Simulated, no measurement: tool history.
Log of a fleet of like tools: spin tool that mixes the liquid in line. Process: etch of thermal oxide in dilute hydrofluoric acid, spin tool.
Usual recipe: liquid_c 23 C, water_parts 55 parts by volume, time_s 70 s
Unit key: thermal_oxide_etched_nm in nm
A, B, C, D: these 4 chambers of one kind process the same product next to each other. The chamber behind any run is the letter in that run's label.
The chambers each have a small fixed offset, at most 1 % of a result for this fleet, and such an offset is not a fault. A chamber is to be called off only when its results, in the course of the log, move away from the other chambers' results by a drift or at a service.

run,hour,liquid_c,water_parts,time_s,"read-back film thickness of the thermal oxide reference wafer, read on the same gauge (nm)",thermal_oxide_etched_nm
1B,6.7,23,55,70,40.01,6.014
2A,11.5,23,55,70,39.996,6.1055
3C,16.4,23,55,70,40.01,6.0676
4D,20.3,23,55,70,40.024,6.0084
5C,28.3,23,55,70,40.007,6.0194
6D,35.9,23,55,70,40.003,6.0062
7A,41.7,23,55,70,39.986,6.1107
8B,46.5,23,55,70,39.988,6.0042
9D,53.2,23,55,70,40.024,6.0105
10C,59.2,20,55,95,39.973,7.2152
11B,64.3,20,55,95,40.045,7.2156
12A,69.2,20,55,95,39.996,7.3177
13A,76.9,20,55,95,39.996,7.3396
14C,82.6,23,55,70,40.014,6.0641
15D,91.3,23,55,70,40.026,6.0519
16B,100,23,55,70,39.985,6.0606
17A,104.8,23,55,70,40.01,6.0662
18C,113.4,23,55,70,39.994,6.0321
19B,120.9,23,55,70,39.985,6.0489
20D,126.5,23,55,70,40.007,5.9954
21C,134.2,23,55,70,40.018,6.0331
22B,139.4,23,55,70,40.011,6.0433
23A,144.3,23,55,85,40.013,7.4245
24D,149.2,23,55,85,40.056,7.3108
25C,157.6,23,55,85,39.984,7.2915
26B,163.1,23,55,85,40.002,7.3519
27D,169.2,23,55,70,40.005,5.9709
28A,177.8,23,35,40,40.002,5.6235
29C,182.9,23,35,40,40.007,5.5316
30D,187,23,35,40,39.977,5.5175
31B,194.5,23,35,40,40.003,5.632
32A,200.8,23,65,100,40.038,7.2922
33C,207.9,23,65,100,40.012,7.2241

Which is it: a chamber that has drifted or been left off by a service, a gauge drift common to all chambers, or only each chamber's usual small offset? If a chamber is off, name it and its likeliest cause.

Nothing is wrong: each chamber keeps only its own small, steady offset and the gauge holds still.

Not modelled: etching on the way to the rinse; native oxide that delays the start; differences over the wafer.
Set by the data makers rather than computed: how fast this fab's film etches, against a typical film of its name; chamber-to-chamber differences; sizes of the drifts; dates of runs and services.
